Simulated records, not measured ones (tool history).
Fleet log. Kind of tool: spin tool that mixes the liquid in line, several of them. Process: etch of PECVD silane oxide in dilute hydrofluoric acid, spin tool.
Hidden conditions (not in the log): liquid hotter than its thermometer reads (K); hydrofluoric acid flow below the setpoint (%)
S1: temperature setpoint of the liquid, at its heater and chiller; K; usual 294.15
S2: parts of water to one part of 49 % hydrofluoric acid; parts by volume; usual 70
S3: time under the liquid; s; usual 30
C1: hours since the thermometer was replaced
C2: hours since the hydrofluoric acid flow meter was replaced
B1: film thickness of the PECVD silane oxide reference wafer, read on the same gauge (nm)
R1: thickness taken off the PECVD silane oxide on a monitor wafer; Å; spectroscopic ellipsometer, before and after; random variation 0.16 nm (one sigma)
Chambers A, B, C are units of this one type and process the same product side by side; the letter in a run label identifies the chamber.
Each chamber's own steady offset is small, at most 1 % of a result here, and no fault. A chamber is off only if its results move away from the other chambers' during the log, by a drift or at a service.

run,day,S1,S2,S3,C1,C2,B1,R1
1B,0.529,294.15,70,30,630.3,474.1,30.014,197.68
2A,0.954,294.15,70,30,180.7,1556.6,30.007,198.11
3C,1.396,294.15,70,30,244.5,1017.1,29.999,193.40
4B,1.929,294.15,70,30,663.9,507.7,30.022,198.31
5A,2.238,294.15,70,30,211.5,1587.4,30.021,196.95
6C,2.717,294.15,70,30,276.2,1048.8,30.013,193.98
7B,3.225,294.15,70,30,695.0,538.8,30.002,196.74
8A,3.796,294.15,70,30,248.9,1624.8,29.992,196.76
9C,4.258,294.15,70,30,313.2,1085.8,30.030,194.93
10A,4.688,294.15,70,30,270.3,1646.2,29.999,199.69
# day 4.729: chamber B: hydrofluoric acid flow meter replaced
11C,5.092,294.15,70,30,333.2,1105.8,30.001,196.48
12B,5.658,294.15,70,30,753.4,22.4,30.020,195.97
13C,6.254,294.15,90,40,361.1,1133.7,30.001,197.37
14A,6.517,294.15,90,40,314.2,1690.1,29.983,200.55
15B,6.946,294.15,90,40,784.3,53.3,29.996,200.57
# day 7.129: chamber A: hydrofluoric acid flow meter replaced
16C,7.354,294.15,70,30,387.5,1160.1,30.029,194.84
17A,7.679,294.15,55,40,342.1,13.3,30.029,342.15
18B,7.979,294.15,55,40,809.1,78.1,29.996,338.79
19A,8.262,294.15,55,40,356.1,27.3,29.980,339.30
20C,8.567,294.15,70,20,416.6,1189.2,30.004,130.00
21B,9.092,294.15,70,20,835.8,104.8,29.993,130.77
22A,9.475,294.15,70,20,385.2,56.4,30.003,131.05
23B,10.042,294.15,70,30,858.6,127.6,30.022,197.33
24C,10.312,294.15,70,30,458.5,1231.1,30.019,194.54
25C,10.729,294.15,100,30,468.5,1241.1,29.978,132.19
26B,11.308,294.15,100,30,889.0,158.0,29.963,131.13
27A,11.725,294.15,100,30,439.2,110.4,30.008,133.41
28B,12.304,294.15,70,30,912.9,181.9,29.992,198.50
29C,12.604,294.15,55,40,513.5,1286.1,29.998,339.50
30A,13.058,294.15,55,40,471.2,142.4,29.999,334.73
31A,13.608,294.15,55,40,484.4,155.6,30.014,340.71
32B,13.908,294.15,70,30,951.4,220.4,29.958,198.73
33C,14.183,294.15,70,30,551.4,1324.0,29.959,196.69
34C,14.642,294.15,70,30,562.4,1335.0,30.026,193.48
35B,15.100,294.15,70,30,980.0,249.0,30.005,196.37
36A,15.412,294.15,70,30,527.7,198.9,29.981,199.76
37B,15.708,297.65,90,30,994.6,263.6,30.005,170.43
38C,16.058,297.65,90,30,596.4,1369.0,29.986,170.94
39A,16.492,297.65,90,30,553.6,224.8,29.989,173.02
40C,16.838,294.15,70,30,615.1,1387.7,29.979,196.16

Which is it: a chamber that has drifted or been left off by a service, a gauge drift common to all chambers, or only each chamber's usual small offset? If a chamber is off, name it and its likeliest cause.

The fleet is healthy, with each chamber sitting at its usual small offset and no drift in the gauge.

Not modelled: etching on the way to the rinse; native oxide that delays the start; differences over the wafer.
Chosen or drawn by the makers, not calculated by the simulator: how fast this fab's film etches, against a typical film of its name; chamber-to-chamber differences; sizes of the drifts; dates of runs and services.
